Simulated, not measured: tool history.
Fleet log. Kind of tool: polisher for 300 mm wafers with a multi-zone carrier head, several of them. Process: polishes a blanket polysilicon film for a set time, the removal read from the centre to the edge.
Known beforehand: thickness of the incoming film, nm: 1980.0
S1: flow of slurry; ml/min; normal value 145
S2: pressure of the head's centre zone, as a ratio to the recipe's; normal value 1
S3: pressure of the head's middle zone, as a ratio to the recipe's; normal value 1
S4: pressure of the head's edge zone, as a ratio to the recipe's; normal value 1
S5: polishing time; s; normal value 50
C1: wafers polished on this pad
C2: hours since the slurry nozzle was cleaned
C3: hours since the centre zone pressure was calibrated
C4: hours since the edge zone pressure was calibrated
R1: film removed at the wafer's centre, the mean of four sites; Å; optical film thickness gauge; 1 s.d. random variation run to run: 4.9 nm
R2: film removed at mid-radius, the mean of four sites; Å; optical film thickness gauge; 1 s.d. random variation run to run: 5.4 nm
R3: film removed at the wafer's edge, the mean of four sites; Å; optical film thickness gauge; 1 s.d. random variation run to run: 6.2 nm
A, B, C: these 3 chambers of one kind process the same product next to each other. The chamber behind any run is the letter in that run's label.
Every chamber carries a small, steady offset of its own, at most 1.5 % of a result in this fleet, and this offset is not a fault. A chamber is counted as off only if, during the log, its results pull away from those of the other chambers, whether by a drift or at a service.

run,hour,S1,S2,S3,S4,S5,C1,C2,C3,C4,R1,R2,R3
1C,6.4,145,1,1,1,50,146,71,270.4,261.7,4313.3,4307.4,4344.2
2A,18.4,145,1,1,1,50,1038,340.3,367,67,4460,4304.8,4302.7
3B,30.1,145,1,1,1,50,902,240,52.5,200,4205.6,4271.4,4321.3
4A,39.5,145,1,1,1,50,1210,361.4,388.1,88.1,4375.6,4425.6,4301.3
# hour 42.2: chamber B: worn pad replaced by a new one
# hour 47: chamber A: worn pad replaced by a new one
5C,49.3,145,1,1,1,50,497,113.9,313.3,304.6,4264,4346.4,4367.7
6B,57.9,145,1,1,1,50,128,267.8,80.3,227.8,4255.6,4264.2,4244.5
# hour 60.5: chamber B: slurry nozzle cleaned
7B,68,145,1,1,1,50,211,7.5,90.4,237.9,4290.7,4419.1,4159.8
8C,79.2,145,1,1,1,50,741,143.8,343.2,334.5,4241.5,4262.4,4328.2
9A,86.7,145,1,1,1,50,325,408.6,435.3,135.3,4442.8,4275.8,4377
10A,92.8,145,1,1,1,50,375,414.7,441.4,141.4,4403.6,4275.9,4343.8
# hour 95.1: chamber A: centre zone pressure recalibrated
11B,101.7,145,1,1,1,50,487,41.2,124.1,271.6,4117.8,4297.5,4248.4
12C,111.9,145,1,1,1,50,1009,176.5,375.9,367.2,4329.1,4274.8,4298.3
13B,118.7,145,0.91,0.93,1,50,626,58.2,141.1,288.6,3854.4,4001.1,4248
14A,125.2,145,0.91,0.93,1,50,640,447.1,30.1,173.8,3903,4066.7,4289
15C,133.6,145,0.91,0.93,1,50,1187,198.2,397.6,388.9,3806.3,4025.9,4327
# hour 143.3: chamber B: worn pad replaced by a new one
16C,145.5,145,1,1,1,50,1284,210.1,409.5,400.8,4312.6,4364.3,4355.8
# hour 150.3: chamber C: worn pad replaced by a new one
17A,155.7,145,1,1,1,50,890,477.6,60.6,204.3,4322.7,4365.8,4304.7
18B,161.8,145,1,1,1,50,151,101.3,184.2,331.7,4284,4345.2,4243.5
19C,172.3,145,1,1,1,50,180,236.9,436.3,427.6,4331.1,4363.5,4375.8
# hour 180.2: chamber C: slurry nozzle cleaned
20A,181.3,145,1,1,1,50,1099,503.2,86.2,229.9,4306.2,4314.3,4298.2
# hour 186.8: chamber A: worn pad replaced by a new one
# hour 187: chamber A: slurry nozzle cleaned
21B,192,145,1,1,1,50,398,131.5,214.4,361.9,4278.1,4201.2,4328.1
22C,204,145,1,1,1,50,439,23.9,468,459.3,4351.4,4288.5,4326.3
23A,213.6,145,1,1,1.11,62,219,26.6,118.5,262.2,5411.8,5256.4,5695
24B,219.9,145,1,1,1.11,62,626,159.4,242.3,389.8,5271.1,5400.5,5574.7
25A,225.4,145,1,1,1.11,62,316,38.4,130.3,274,5346.3,5447.9,5578.6
26C,235.7,145,1,1,1,50,699,55.6,499.7,491,4311.3,4296.9,4330.2
27B,247.4,145,1,1,1,50,851,186.9,269.8,417.3,4216.1,4290.7,4251.5
# hour 249.3: chamber C: edge zone pressure recalibrated
# hour 251.8: chamber B: edge zone pressure recalibrated
28B,255.4,145,1,1,1,50,917,194.9,277.8,3.6,4260.9,4218.7,4160.8
29C,264.1,145,1,1,1,50,931,84,528.1,14.8,4263.3,4178.2,4361.4
30A,273.6,145,1,1,1,50,710,86.6,178.5,322.2,4382.3,4269.4,4222.3

Each of the 3 chambers runs these same settings next. Fill in every chamber's results:
31A,282.2,145,1,1,1,50,,,,,?,?,?
31B,282.2,145,1,1,1,50,,,,,?,?,?
31C,282.2,145,1,1,1,50,,,,,?,?,?

run,R1,R2,R3
31A,4323.9,4271.4,4387.7
31B,4247,4221.3,4312.9
31C,4283.5,4264.9,4305.9

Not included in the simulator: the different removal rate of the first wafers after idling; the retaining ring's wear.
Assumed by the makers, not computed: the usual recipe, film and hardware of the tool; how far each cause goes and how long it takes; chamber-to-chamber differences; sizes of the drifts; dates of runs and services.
